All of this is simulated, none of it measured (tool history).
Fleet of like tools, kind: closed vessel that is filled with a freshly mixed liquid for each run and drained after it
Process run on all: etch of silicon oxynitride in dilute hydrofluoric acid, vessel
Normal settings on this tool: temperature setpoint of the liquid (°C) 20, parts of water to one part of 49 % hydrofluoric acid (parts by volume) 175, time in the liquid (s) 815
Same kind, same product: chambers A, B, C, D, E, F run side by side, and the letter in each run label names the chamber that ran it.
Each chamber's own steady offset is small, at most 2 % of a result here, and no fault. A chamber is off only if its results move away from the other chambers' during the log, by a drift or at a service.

run	hour	temperature setpoint of the liquid (°C)	parts of water to one part of 49 % hydrofluoric acid (parts by volume)	time in the liquid (s)	hours since the thermometer was replaced	hours since the hydrofluoric acid flow meter was replaced	read-back film thickness of the silicon oxynitride reference wafer, read on the same gauge (nm)	thickness taken off the silicon oxynitride on a monitor wafer (angstrom)
1E	3.1	20	175	815	26.6	1222.7	110	62.964
2C	6.7	20	175	815	317.6	126.2	110	61.889
3B	9.8	20	175	815	422.6	1096.2	109.97	63.039
4A	15.1	20	175	815	1972.7	1015.8	110.01	61.358
5D	19.8	17	175	1080	910	191.4	109.99	70.69
6F	23.6	17	175	1080	2143.5	663.8	109.99	72.41
7F	26.2	17	175	1080	2146.1	666.4	109.99	71.249
8A	30.6	17	175	1080	1988.2	1031.3	110.03	69.224
9B	34.2	17	175	1080	447	1120.6	110.01	70.729
10E	37.5	17	175	1080	61	1257.1	109.99	71.346
11C	40.9	20	175	815	351.8	160.4	110.01	61.371
12D	46.7	18	175	550	936.9	218.3	110	38.48
13D	52.3	18	175	550	942.5	223.9	110	38.091
14B	57.5	18	175	550	470.3	1143.9	110	37.547
15C	60.3	18	175	550	371.2	179.8	109.99	37.564
16F	63.8	18	175	550	2183.7	704	110	38.203
17E	68.6	18	175	550	92.1	1288.2	110.01	38.553
18A	74	20	175	815	2031.6	1074.7	110	61.176
19B	77.5	20	175	815	490.3	1163.9	110.01	61.751
20E	82.7	20	175	815	106.2	1302.3	110	62.392
21D	87.3	20	175	815	977.5	258.9	109.99	61.94
22A	90.1	20	175	815	2047.7	1090.8	109.98	60.868
23F	94.7	20	175	815	2214.6	734.9	109.99	63.032
24C	100.5	20	175	815	411.4	220	110	61.219
25A	105.8	20	175	815	2063.4	1106.5	109.99	61.355
26E	110.7	20	175	815	134.2	1330.3	110	61.935
27C	115.8	20	175	815	426.7	235.3	110.01	62.018
28F	119.4	20	175	990	2239.3	759.6	109.99	75.369
29D	124.4	20	175	990	1014.6	296	110.03	75.454
30B	128.1	20	175	990	540.9	1214.5	110.04	77.642
31E	131.6	20	175	990	155.1	1351.2	110.02	76.325
# hour 133.6: chamber F: thermometer replaced
32C	137.6	20	175	990	448.5	257.1	110	75.587
33F	142.4	20	175	990	8.9	782.6	110.01	75.662
34D	145.3	20	175	815	1035.5	316.9	110	61.151
35B	149.3	20	175	815	562.1	1235.7	109.99	64.757
36A	152.4	20	215	815	2110	1153.1	110	48.155
37A	155.1	20	215	815	2112.7	1155.8	110.01	48.038
38F	158.6	20	215	815	25.1	798.8	109.99	49.502

Which is it: a chamber that has drifted or been left off by a service, a gauge drift common to all chambers, or only each chamber's usual small offset? If a chamber is off, name it and its likeliest cause.

Little by little, chamber B moves away from the other chambers.
What lies behind it: hydrofluoric acid flow above the setpoint (%) = 6.07.
Not necessarily distinguishable in this log from: liquid hotter than its thermometer reads (K).

Below are 4 candidate recipes for chamber B's next run, each the usual settings with a change, their results shown as question marks. Which of them brings B's results back in line with what the other chambers give on the usual settings?
In line means no further than this from the other chambers' mean on the usual settings: thickness taken off the silicon oxynitride on a monitor wafer (angstrom) 1.8
39B-1	162.9	22.5	175	815				?
39B-2	162.9	20	185	770				?
39B-3	162.9	20	170	840				?
39B-4	162.9	20	180	790				?

The mean the other chambers reach with the usual settings: thickness taken off the silicon oxynitride on a monitor wafer (angstrom) 61.895
run	thickness taken off the silicon oxynitride on a monitor wafer (angstrom)
39B-1	73.792
39B-2	58.243
39B-3	69.831
39B-4	61.617
39B-4 is the one that brings the chamber's results back in line with the other chambers.
